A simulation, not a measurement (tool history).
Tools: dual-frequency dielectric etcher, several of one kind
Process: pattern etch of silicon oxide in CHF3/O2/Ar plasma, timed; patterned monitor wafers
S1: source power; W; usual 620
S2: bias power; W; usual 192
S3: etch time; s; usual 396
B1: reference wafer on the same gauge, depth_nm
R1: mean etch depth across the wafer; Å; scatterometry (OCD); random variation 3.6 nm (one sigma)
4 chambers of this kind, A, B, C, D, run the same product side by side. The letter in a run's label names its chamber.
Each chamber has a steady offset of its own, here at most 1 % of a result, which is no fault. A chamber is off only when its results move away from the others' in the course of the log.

Run 1C, hour 8.5: usual settings; B1 930.4. Result: R1 8063.6 Å.
Run 2A, hour 12.8: usual settings; B1 930.35. Result: R1 8069.1 Å.
Run 3B, hour 21.4: usual settings; B1 930.71. Result: R1 8098.5 Å.
Run 4D, hour 30.3: usual settings; B1 931.36. Result: R1 8199.6 Å.
Run 5A, hour 37.6: usual settings but S2 213 W, S3 297 s; B1 931.35. Result: R1 6294.6 Å.
Run 6D, hour 44.7: usual settings but S2 213 W, S3 297 s; B1 930.26. Result: R1 6348.5 Å.
Run 7B, hour 48.7: usual settings but S2 213 W, S3 297 s; B1 931.05. Result: R1 6279.7 Å.
Run 8C, hour 55.5: usual settings but S2 213 W, S3 297 s; B1 931.54. Result: R1 6295 Å.
Run 9D, hour 63.8: usual settings; B1 931.92. Result: R1 8127.3 Å.
Run 10B, hour 72.5: usual settings; B1 931.69. Result: R1 8052.4 Å.
Run 11A, hour 78.9: usual settings; B1 931.1. Result: R1 8161.1 Å.
Run 12C, hour 85.6: usual settings; B1 930.12. Result: R1 8091.7 Å.
Run 13D, hour 90.3: usual settings; B1 931.44. Result: R1 8164.2 Å.
Run 14B, hour 98.6: usual settings; B1 929.92. Result: R1 8089.9 Å.
At hour 100.5: chamber A: wet clean of the chamber.
Run 15A, hour 107.1: usual settings but S1 530 W, S3 480.5 s; B1 931.72. Result: R1 8968.2 Å.
Run 16C, hour 113.4: usual settings but S1 530 W, S3 480.5 s; B1 931.22. Result: R1 9188.3 Å.
Run 17B, hour 118.5: usual settings but S1 530 W, S3 480.5 s; B1 931.26. Result: R1 9205.6 Å.
Run 18C, hour 122.9: usual settings but S1 530 W, S3 480.5 s; B1 931.53. Result: R1 9253.1 Å.
Run 19A, hour 130.8: usual settings; B1 930.58. Result: R1 7861.2 Å.
Run 20D, hour 138.5: usual settings; B1 930.18. Result: R1 8122.1 Å.
Run 21C, hour 145.6: usual settings; B1 930.1. Result: R1 8122.4 Å.
Run 22A, hour 154: usual settings but S2 230 W; B1 931.29. Result: R1 8258 Å.
Run 23D, hour 160.1: usual settings but S2 230 W; B1 931.68. Result: R1 8657.1 Å.
Run 24B, hour 166.5: usual settings but S2 230 W; B1 931.53. Result: R1 8564.8 Å.
Run 25B, hour 173.7: usual settings but S2 230 W; B1 931.35. Result: R1 8604.9 Å.
Run 26A, hour 180.8: usual settings; B1 931.26. Result: R1 7819.2 Å.
Run 27C, hour 189.9: usual settings but S1 680 W, S2 233 W; B1 931.76. Result: R1 8949.2 Å.
Run 28D, hour 198.4: usual settings but S1 680 W, S2 233 W; B1 930.62. Result: R1 9015.2 Å.
Run 29B, hour 205.9: usual settings but S1 680 W, S2 233 W; B1 931.72. Result: R1 8942.7 Å.
Run 30C, hour 214.9: usual settings but S1 680 W, S2 233 W; B1 930.87. Result: R1 9011.9 Å.
Run 31D, hour 220.4: usual settings; B1 930.09. Result: R1 8207.2 Å.
Run 32A, hour 225.8: usual settings but S1 680 W, S2 232 W; B1 931.51. Result: R1 8685.1 Å.
Run 33C, hour 230.8: usual settings but S1 680 W, S2 232 W; B1 930.71. Result: R1 8959.2 Å.
Run 34B, hour 239.4: usual settings but S1 680 W, S2 232 W; B1 930.7. Result: R1 8954.9 Å.
Run 35D, hour 244.8: usual settings but S1 680 W, S2 232 W; B1 931.34. Result: R1 9141.1 Å.
Run 36A, hour 250.4: usual settings; B1 930.07. Result: R1 7799 Å.
Run 37C, hour 258: usual settings; B1 931.71. Result: R1 8087.9 Å.
Run 38D, hour 266.4: usual settings; B1 930.46. Result: R1 8158.8 Å.

What goes on in this fleet: one chamber off, a drifting gauge, or nothing beyond the chambers' own small offsets? Name the chamber and the cause, if any.

A service left chamber A off against the others.
Cause: etch rate under this chamber's usual, % = 3.23.

Here are 4 candidates for chamber A's next run, each the usual settings with a change, their results left as question marks. Which one brings its results back in line with what the others give on the usual settings?
In line means no further than this from the other chambers' mean on the usual settings: R1 130 Å
Run 39A-1, hour 273: usual settings but S2 193 W, S3 407.5 s. Result: R1 ?.
Run 39A-2, hour 273: usual settings but S1 520 W. Result: R1 ?.
Run 39A-3, hour 273: usual settings but S2 191 W, S3 384.5 s. Result: R1 ?.
Run 39A-4, hour 273: usual settings but S1 630 W, S2 194 W, S3 417 s. Result: R1 ?.

The other chambers' mean on the usual settings: R1 8121.3 Å
  run      R1
39A-1  8101.6
39A-2  7358.6
39A-3  7617.7
39A-4  8354.9
39A-1 brings the chamber back in line.

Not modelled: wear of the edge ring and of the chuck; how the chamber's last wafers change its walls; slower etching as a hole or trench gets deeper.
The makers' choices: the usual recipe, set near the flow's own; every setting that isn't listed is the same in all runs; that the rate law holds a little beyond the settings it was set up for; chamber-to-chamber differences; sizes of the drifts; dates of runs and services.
